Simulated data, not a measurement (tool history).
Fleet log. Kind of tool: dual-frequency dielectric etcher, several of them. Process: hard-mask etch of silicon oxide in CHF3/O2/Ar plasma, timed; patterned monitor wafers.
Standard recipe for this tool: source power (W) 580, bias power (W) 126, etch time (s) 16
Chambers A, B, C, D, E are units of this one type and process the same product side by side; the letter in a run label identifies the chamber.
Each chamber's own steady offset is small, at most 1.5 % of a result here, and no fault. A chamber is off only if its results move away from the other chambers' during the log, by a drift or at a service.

run   hour  source power (W)  bias power (W)  etch time (s)  read-back reference wafer on the same gauge, depth_nm  mean etch depth across the wafer (nm)
 1E   11.5               580             126             16                                                 28.103                                 27.432
 2C   25.4               580             126             16                                                 28.113                                 28.012
 3D     40               580             126             16                                                 28.106                                 27.983
 4A   46.5               580             126             16                                                  28.11                                 27.918
 5B   58.1               580             126             16                                                 28.087                                 27.413
 6E   70.1               580             126             16                                                 28.092                                 27.386
 7B   79.6               580             126             16                                                 28.097                                 27.553
 8D     87               580             126             16                                                   28.1                                 27.919
 9A   99.5               580             126             16                                                 28.107                                 27.869
10C  108.9               670             149             16                                                 28.084                                 31.076
11C  115.5               670             149             16                                                 28.103                                 31.225
12E  124.2               670             149             16                                                 28.088                                 30.632
       135  -- chamber D: bias power generator calibrated
13A  135.5               670             149             16                                                 28.109                                 31.221
     138.5  -- chamber A: wet clean of the chamber
14B  144.5               670             149             16                                                 28.093                                 30.539
15D  156.6               580             126             16                                                 28.093                                 27.906
       168  -- chamber D: wet clean of the chamber
16D  168.2               580             126             16                                                 28.099                                 27.855
17C  181.2               580             126             16                                                 28.106                                 27.945
18E  191.5               580             126             16                                                 28.083                                  27.49
19A  202.5               580             126             16                                                 28.112                                 27.807
20B  214.9               580             126             16                                                  28.11                                 27.418
21A  223.1               450             126             14                                                 28.094                                 22.208
22C    233               450             126             14                                                 28.102                                 22.139
23E  246.7               450             126             14                                                  28.09                                 21.907
24B    258               450             126             14                                                 28.104                                 21.736
25D    265               450             126             14                                                 28.089                                 22.201
26C  279.7               580             126             16                                                 28.102                                 27.992
27B  288.4               580             126             16                                                 28.104                                 27.374
28A  296.2               580             126             16                                                 28.103                                 27.977
     308.6  -- chamber B: wet clean of the chamber
29D  310.4               580             126             16                                                 28.099                                 27.977
30E  324.1               580             126             16                                                 28.104                                 27.475
31C  338.6               580             126             16                                                 28.096                                  27.93
32A  350.6               580             126             16                                                  28.11                                 27.971
33E  362.8               580             126             16                                                 28.105                                 27.485
34B  372.5               580              99             16                                                 28.086                                 25.464

Does one chamber stand apart from the rest, does the shared gauge drift, or is all well apart from small per-chamber offsets? Give the chamber and the most likely cause, where there is one.

All chambers stay in line apart from their small fixed offsets, and the gauge does not drift.
